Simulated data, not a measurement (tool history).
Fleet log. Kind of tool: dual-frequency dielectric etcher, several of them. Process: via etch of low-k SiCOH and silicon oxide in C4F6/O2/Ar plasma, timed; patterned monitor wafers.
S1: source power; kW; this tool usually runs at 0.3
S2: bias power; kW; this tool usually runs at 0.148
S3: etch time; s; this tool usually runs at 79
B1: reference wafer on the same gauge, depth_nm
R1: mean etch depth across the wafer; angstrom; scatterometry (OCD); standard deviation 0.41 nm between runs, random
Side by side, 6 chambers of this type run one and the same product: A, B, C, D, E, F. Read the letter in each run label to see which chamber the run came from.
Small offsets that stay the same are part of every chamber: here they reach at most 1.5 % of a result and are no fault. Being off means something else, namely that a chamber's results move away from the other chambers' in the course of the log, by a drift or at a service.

run   hour    S1     S2    S3      B1      R1
 1A      9   0.3  0.148    79  172.97  1871.5
 2E     21   0.3  0.148    79     173  1859.8
 3F   31.6   0.3  0.148    79  173.03  1855.1
 4C   39.8   0.3  0.148    79  172.95    1863
 5D   53.5   0.3  0.148    79  172.92  1846.4
 6B   61.7  0.26  0.148  97.5   173.1  2150.5
 7E   71.5  0.26  0.148  97.5  173.02  2169.9
 8C   82.7  0.26  0.148  97.5  172.97  2178.7
 9F   94.9  0.26  0.148  97.5  172.98  2153.4
10B  104.1  0.26  0.148  97.5  172.95  2153.1
     105.2  -- chamber A: wet clean of the chamber
11D  118.3  0.26  0.148  97.5  172.95  2151.5
12A  133.1   0.3  0.148    79   172.9  1867.5
13A  147.3   0.3  0.148    79  172.96  1871.5
14C  157.8   0.3  0.148    79  173.02  1873.2
15D  164.4   0.3  0.148    79  172.95  1843.9
     168.2  -- chamber E: wet clean of the chamber
16E  171.5  0.26  0.148    79  172.96  1713.4
17B  181.8  0.26  0.148    79  173.07  1740.8
       183  -- chamber F: wet clean of the chamber
18F  190.4  0.26  0.148    79  172.93    1747
19C  204.4  0.26  0.148    79  173.01    1769
     210.2  -- chamber B: wet clean of the chamber
20F  216.2  0.26  0.148    79  172.98    1748
21B  226.9  0.26  0.148    79  173.05  1736.3
22E  241.3   0.3  0.148    79   173.1  1815.2
23D  251.2   0.3  0.148    79   173.1  1845.6
24A  259.9   0.3  0.148    79  172.96  1867.7
25B  274.3   0.3  0.148    79  172.96  1831.3
     282.7  -- chamber D: wet clean of the chamber
26F  287.3   0.3  0.148    79  172.97  1851.1
27C    295   0.3  0.148    79  173.04  1864.3
28A  306.1   0.3  0.148    79  172.97  1861.3
29D  314.6   0.3  0.148    79  172.93  1845.2
30E  322.9   0.3  0.148    79  173.01  1809.9
31B  332.1   0.3  0.148    79  173.03  1833.8
32F  342.4   0.3  0.148    79  173.13  1844.7
33E    352   0.3  0.148    70  173.01  1606.2
34D  360.9   0.3  0.148    70  172.98  1633.6
     362.4  -- chamber C: bias power generator calibrated
35A  368.4   0.3  0.148    70  172.99  1661.7
36C  382.2   0.3  0.148    70  173.05  1656.7
     393.3  -- chamber C: wet clean of the chamber
37E  396.8   0.3  0.148    70  172.89  1606.2
38A  404.2   0.3  0.148    70     173  1645.5
39C  413.6   0.3  0.148    79  173.06  1864.9
40B    427   0.3  0.148    79  172.98  1836.7
41F  437.1   0.3  0.148    79  173.01  1848.2
42D  448.9   0.3  0.148    79  173.06    1840
43E  461.1   0.3  0.148    79  173.02  1816.8

Has any chamber moved away from the others, gradually or after a service, or does the common gauge drift, or do the chambers differ only by their own small steady offsets? State the chamber and the most likely cause if one applies.

The work done on chamber E during a service left it standing apart from the others.
Most likely cause: etch rate under this chamber's usual, % = 2.36.

Below are 4 candidate recipes for chamber E's next run, each the usual settings with a change, their results shown as question marks. Which of them brings E's results back in line with what the other chambers give on the usual settings?
In line here means within this much of the mean the other chambers give on the usual settings: R1 15 angstrom
44E-1  471.9  0.3  0.159    79       ?
44E-2  471.9  0.3  0.147  77.5       ?
44E-3  471.9  0.3  0.148  79.5       ?
44E-4  471.9  0.3  0.148  78.5       ?

Other chambers, usual settings, mean: R1 1854.1 angstrom
  run      R1
44E-1  1854.6
44E-2  1775.9
44E-3  1825.5
44E-4  1802.6
The answer is 44E-1, which returns the chamber to within the allowed miss of the others.

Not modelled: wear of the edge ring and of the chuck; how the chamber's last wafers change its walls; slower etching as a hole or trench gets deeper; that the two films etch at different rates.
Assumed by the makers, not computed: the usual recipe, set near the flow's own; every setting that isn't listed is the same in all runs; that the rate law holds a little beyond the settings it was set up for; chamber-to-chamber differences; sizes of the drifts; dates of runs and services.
